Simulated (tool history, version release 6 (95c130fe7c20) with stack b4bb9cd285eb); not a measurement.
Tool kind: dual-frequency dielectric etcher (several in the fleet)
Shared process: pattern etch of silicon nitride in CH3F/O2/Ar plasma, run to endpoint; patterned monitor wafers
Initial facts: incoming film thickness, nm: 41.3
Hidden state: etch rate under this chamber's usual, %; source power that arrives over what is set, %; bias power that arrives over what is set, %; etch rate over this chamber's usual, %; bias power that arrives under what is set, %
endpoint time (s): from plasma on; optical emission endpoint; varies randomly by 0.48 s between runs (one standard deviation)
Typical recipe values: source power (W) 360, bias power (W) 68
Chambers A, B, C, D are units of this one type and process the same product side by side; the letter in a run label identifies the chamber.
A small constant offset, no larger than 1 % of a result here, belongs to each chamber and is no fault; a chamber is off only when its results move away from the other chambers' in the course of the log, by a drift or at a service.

run   hour  source power (W)  bias power (W)  hours since the last wet clean  hours since the last source power generator calibration  hours since the last bias power generator calibration  endpoint time (s)
 1B    5.7               360              68                           245.1                                                    975.3                                                 3913.8             63.008
 2A   12.0               360              68                            31.3                                                   2207.7                                                 1399.3             64.569
 3C   16.6               360              68                           397.9                                                    961.6                                                 1389.6             63.033
 4D   22.5               360              68                           157.7                                                   4041.4                                                 3062.4             62.831
 5B   28.3               360              68                           267.7                                                    997.9                                                 3936.4             63.551
 6C   33.3               360              68                           414.6                                                    978.3                                                 1406.3             62.471
 7A   38.3               360              68                            57.6                                                   2234.0                                                 1425.6             63.296
 8D   44.5               360              68                           179.7                                                   4063.4                                                 3084.4             62.322
 9D   49.1               360              82                           184.3                                                   4068.0                                                 3089.0             59.078
10A   55.7               360              82                            75.0                                                   2251.4                                                 1443.0             58.660
11B   60.2               360              82                           299.6                                                   1029.8                                                 3968.3             58.773
12C   65.8               360              82                           447.1                                                   1010.8                                                 1438.8             59.295
13A   70.3               360              68                            89.6                                                   2266.0                                                 1457.6             63.287
14D   73.8               430              51                           209.0                                                   4092.7                                                 3113.7             65.102
15C   78.6               430              51                           459.9                                                   1023.6                                                 1451.6             64.258
16B   84.4               430              51                           323.8                                                   1054.0                                                 3992.5             65.051
17C   89.3               430              51                           470.6                                                   1034.3                                                 1462.3             64.508
18B   94.2               280              68                           333.6                                                   1063.8                                                 4002.3             69.508
19A  100.3               280              68                           119.6                                                   2296.0                                                 1487.6             69.351
20D  104.6               280              68                           239.8                                                   4123.5                                                 3144.5             69.336
21A  108.5               280              68                           127.8                                                   2304.2                                                 1495.8             70.091
22C  111.5               360              68                           492.8                                                   1056.5                                                 1484.5             63.198
23B  117.9               360              68                           357.3                                                   1087.5                                                 4026.0             63.373
24D  122.1               360              68                           257.3                                                   4141.0                                                 3162.0             63.239
25C  127.0               360              68                           508.3                                                   1072.0                                                 1500.0             62.440
26D  130.3               360              68                           265.5                                                   4149.2                                                 3170.2             64.228
27A  133.9               360              68                           153.2                                                   2329.6                                                 1521.2             63.964
28B  139.9               360              68                           379.3                                                   1109.5                                                 4048.0             63.539
     141.8  -- chamber D: bias power generator calibrated
29B  146.2               290              75                           385.6                                                   1115.8                                                 4054.3             66.565
30C  151.4               290              75                           532.7                                                   1096.4                                                 1524.4             66.131
31D  156.3               290              75                           291.5                                                   4175.2                                                   14.5             66.997
32A  160.0               290              75                           179.3                                                   2355.7                                                 1547.3             66.585
33A  163.1               360              68                           182.4                                                   2358.8                                                 1550.4             62.813
34D  169.7               360              68                           304.9                                                   4188.6                                                   27.9             62.873
35B  173.5               360              68                           412.9                                                   1143.1                                                 4081.6             63.529
36C  179.2               360              68                           560.5                                                   1124.2                                                 1552.2             63.114
37B  184.0               360              68                           423.4                                                   1153.6                                                 4092.1             63.066
38D  189.5               360              68                           324.7                                                   4208.4                                                   47.7             63.076

All 4 chambers run these settings next. Forecast each chamber's results:
39A  194.4               360              68                                                                                                                                                                  ?
39B  194.4               360              68                                                                                                                                                                  ?
39C  194.4               360              68                                                                                                                                                                  ?
39D  194.4               360              68                                                                                                                                                                  ?

run  endpoint time (s)
39A             63.666
39B             63.155
39C             63.272
39D             63.260
